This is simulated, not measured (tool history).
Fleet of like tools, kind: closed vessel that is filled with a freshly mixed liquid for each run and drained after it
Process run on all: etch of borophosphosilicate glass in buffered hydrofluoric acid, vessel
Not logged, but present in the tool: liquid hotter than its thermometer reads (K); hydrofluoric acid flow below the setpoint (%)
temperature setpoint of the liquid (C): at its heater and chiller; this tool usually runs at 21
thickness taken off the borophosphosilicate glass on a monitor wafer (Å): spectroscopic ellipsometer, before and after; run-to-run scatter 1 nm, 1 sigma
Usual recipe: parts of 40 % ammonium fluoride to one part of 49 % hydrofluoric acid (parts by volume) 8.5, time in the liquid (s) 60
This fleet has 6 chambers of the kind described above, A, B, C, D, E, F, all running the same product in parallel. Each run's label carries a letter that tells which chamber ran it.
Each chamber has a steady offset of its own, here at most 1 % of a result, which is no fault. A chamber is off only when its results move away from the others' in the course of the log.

run	hour	temperature setpoint of the liquid (C)	parts of 40 % ammonium fluoride to one part of 49 % hydrofluoric acid (parts by volume)	time in the liquid (s)	hours since the thermometer was replaced	hours since the hydrofluoric acid flow meter was replaced	read-back film thickness of the borophosphosilicate glass reference wafer, read on the same gauge (nm)	thickness taken off the borophosphosilicate glass on a monitor wafer (Å)
1B	6.8	21	8.5	60	2386.3	600.1	109.98	1351.80
2A	11.9	21	8.5	60	514.0	42.9	109.98	1374.90
# hour 18.0: chamber A: thermometer replaced
3F	18.4	21	8.5	60	399.6	227.2	109.98	1375.00
4D	21.7	21	8.5	60	1746.5	303.8	109.99	1347.60
5E	24.7	21	7.0	60	178.6	1954.0	109.99	1663.40
6C	30.9	21	7.0	60	187.6	646.1	110.00	1669.60
7B	35.4	21	7.0	60	2414.9	628.7	109.99	1668.10
8D	38.7	21	7.0	60	1763.5	320.8	109.99	1661.30
9F	44.3	21	7.0	60	425.5	253.1	110.02	1667.20
10C	47.5	21	7.0	60	204.2	662.7	109.99	1666.40
11A	53.4	21	8.5	60	35.4	84.4	110.00	1382.20
12E	57.3	21	8.5	60	211.2	1986.6	109.99	1331.00
13F	61.0	21	8.5	60	442.2	269.8	110.01	1377.30
14A	64.9	21	8.5	60	46.9	95.9	110.00	1370.70
# hour 67.0: chamber B: thermometer replaced
15D	71.0	21	8.5	60	1795.8	353.1	110.01	1348.90
16B	74.7	17	8.5	45	7.8	668.0	109.98	811.11
17C	78.8	17	8.5	45	235.5	694.0	110.00	821.62
18E	83.9	17	8.5	45	237.8	2013.2	109.99	809.33
19A	87.7	17	8.5	45	69.7	118.7	110.02	831.25
20B	92.1	17	8.5	45	25.2	685.4	110.02	796.38
21D	96.4	17	8.5	45	1821.2	378.5	110.01	822.37
22E	99.7	21	8.5	60	253.6	2029.0	110.03	1345.90
23C	105.8	21	8.5	60	262.5	721.0	109.98	1348.10
24F	109.9	21	10.5	30	491.1	318.7	109.99	599.16
25A	115.0	21	10.5	30	97.0	146.0	110.00	573.58
26F	119.3	21	10.5	30	500.5	328.1	109.99	609.62
27C	125.6	21	10.5	30	282.3	740.8	110.00	566.09
28E	130.4	21	10.5	30	284.3	2059.7	109.98	563.64
29B	136.0	21	10.5	30	69.1	729.3	110.01	559.17
30D	141.0	21	8.5	60	1865.8	423.1	110.01	1363.30
31A	147.3	21	8.5	60	129.3	178.3	110.00	1362.70
32D	153.2	21	8.5	60	1878.0	435.3	109.99	1350.40
33B	156.9	21	8.5	60	90.0	750.2	110.01	1349.40
34E	162.7	21	8.5	60	316.6	2092.0	110.00	1346.30
35F	168.7	21	8.5	60	549.9	377.5	109.96	1498.30
36C	174.2	21	8.5	60	330.9	789.4	109.99	1347.60
37D	179.1	21	11.5	60	1903.9	461.2	110.00	1031.30
38C	184.9	21	11.5	60	341.6	800.1	110.01	1029.30
39A	189.9	21	11.5	60	171.9	220.9	109.99	1039.50

Is one chamber off against the others, does the gauge drift, or is nothing wrong? If a chamber is off, say which, and what the likeliest cause is.

Chamber F drifts away from the others.
Cause: liquid hotter than its thermometer reads (K) = 1.94.
The log may not tell that from: hydrofluoric acid flow above the setpoint (%).

Chamber F could run next with any of the 4 candidate recipes listed below; each alters the usual settings, and their results appear as question marks. Which one brings its results back in line with what the other chambers deliver on the usual settings?
In line means no further than this from the other chambers' mean on the usual settings: thickness taken off the borophosphosilicate glass on a monitor wafer (Å) 36.00
40F-1	194.8	22.0	8.5	60				?
40F-2	194.8	20.5	8.5	55				?
40F-3	194.8	23.0	8.5	60				?
40F-4	194.8	20.0	8.5	60				?

Mean of the other chambers on the usual settings: thickness taken off the borophosphosilicate glass on a monitor wafer (Å) 1352.20
run	thickness taken off the borophosphosilicate glass on a monitor wafer (Å)
40F-1	1598.60
40F-2	1351.10
40F-3	1685.80
40F-4	1434.40
40F-2 puts the chamber back in line with the other chambers.

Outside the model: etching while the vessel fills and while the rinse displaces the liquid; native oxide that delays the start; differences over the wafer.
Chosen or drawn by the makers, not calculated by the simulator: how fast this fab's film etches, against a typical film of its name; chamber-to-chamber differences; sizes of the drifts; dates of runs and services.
